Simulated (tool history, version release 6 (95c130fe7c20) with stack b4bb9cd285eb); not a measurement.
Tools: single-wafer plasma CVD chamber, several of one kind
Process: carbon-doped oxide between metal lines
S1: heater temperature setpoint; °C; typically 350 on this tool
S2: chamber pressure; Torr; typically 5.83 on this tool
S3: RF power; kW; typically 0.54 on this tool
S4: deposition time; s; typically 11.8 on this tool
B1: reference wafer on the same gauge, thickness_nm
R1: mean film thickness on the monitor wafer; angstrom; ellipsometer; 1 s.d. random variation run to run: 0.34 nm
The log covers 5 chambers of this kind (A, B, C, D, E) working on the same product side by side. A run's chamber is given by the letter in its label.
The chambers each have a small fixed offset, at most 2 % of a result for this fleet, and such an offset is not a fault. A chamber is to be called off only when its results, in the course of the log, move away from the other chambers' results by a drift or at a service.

run,hour,S1,S2,S3,S4,B1,R1
1C,3.8,350,5.83,0.54,11.8,56.336,655.96
2E,9.9,350,5.83,0.54,11.8,56.327,653.65
3B,16.8,350,5.83,0.54,11.8,56.365,650.8
4D,22.7,350,5.83,0.54,11.8,56.45,668.73
5A,29,350,5.83,0.54,11.8,56.445,649.19
6C,33.5,350,5.83,0.54,11.8,56.377,653.66
7E,39.3,350,5.83,0.54,11.8,56.387,652.07
# hour 45: chamber C: thermocouple changed; heater temperature recalibrated
8B,47,350,5.83,0.54,11.8,56.397,646.14
9A,50.7,350,5.83,0.54,11.8,56.461,652.87
10D,55,350,5.83,0.54,11.8,56.403,664.43
11C,62.8,350,5.83,0.54,11.8,56.446,656.61
12B,70.3,350,5.83,0.54,11.8,56.372,644.59
13A,73.9,350,5.83,0.54,11.8,56.382,647.72
14D,78.9,350,5.83,0.54,11.8,56.38,668.96
15E,82.9,350,5.83,0.54,11.8,56.415,641.55
16D,90.5,350,5.83,0.54,11.8,56.338,665.99
17E,98.2,350,5.83,0.54,11.8,56.479,640.31
18B,102.4,350,5.83,0.54,11.8,56.308,648.58
19A,109.1,350,5.83,0.54,11.8,56.375,651.83
20C,117.4,350,5.83,0.54,11.8,56.477,660.21
21C,123,350,5.83,0.54,11.8,56.4,659.94
22E,126.9,350,5.83,0.54,11.8,56.381,638.83
23A,130.8,350,5.83,0.54,11.8,56.394,649.55
24B,137.8,350,5.01,0.645,11.8,56.397,709.4
25D,142.6,350,5.01,0.645,11.8,56.438,721.62
26D,147.7,350,5.01,0.645,11.8,56.43,720.01
27E,152.9,350,5.01,0.645,11.8,56.354,696.66
28A,157.3,350,5.01,0.645,11.8,56.388,705.02
29C,165.3,350,5.83,0.54,11.8,56.421,658.63
30B,172.2,350,5.83,0.54,11.8,56.316,650.51
31B,179.7,350,5.83,0.54,11.8,56.417,649.86
# hour 180.7: chamber E: capacitance manometer re-zeroed and calibrated
32D,185.3,350,5.83,0.54,11.8,56.389,671.71
33E,190.9,350,5.83,0.54,11.8,56.462,633.23
34A,198.3,350,5.83,0.54,11.8,56.386,645.15
35C,206.1,350,5.83,0.54,11.8,56.394,658.2
36B,214.3,350,5.83,0.54,11.8,56.426,646.71

Read the log: is a single chamber off, either drifting away or since a service, is the gauge that measures every chamber drifting, or is nothing wrong beyond small per-chamber offsets? Name any odd chamber and what most likely caused it.

Little by little, chamber E moves away from the other chambers.
Cause: delivered RF power below the setpoint (%) = 5.67.

Here are 4 candidates for chamber E's next run, each the usual settings with a change, their results left as question marks. Which one brings its results back in line with what the others give on the usual settings?
A result is in line if it is within this distance of the other chambers' mean on the usual settings: R1 12 angstrom
37E-1,220.3,349,5.87,0.54,12.2,,?
37E-2,220.3,349,5.83,0.56,12.5,,?
37E-3,220.3,350,5.83,0.54,10.8,,?
37E-4,220.3,351,5.79,0.54,11.4,,?

Other chambers, usual settings, mean: R1 654.73 angstrom
run,R1
37E-1,653.17
37E-2,683.92
37E-3,577.25
37E-4,606.6
37E-1 brings the chamber back in line.
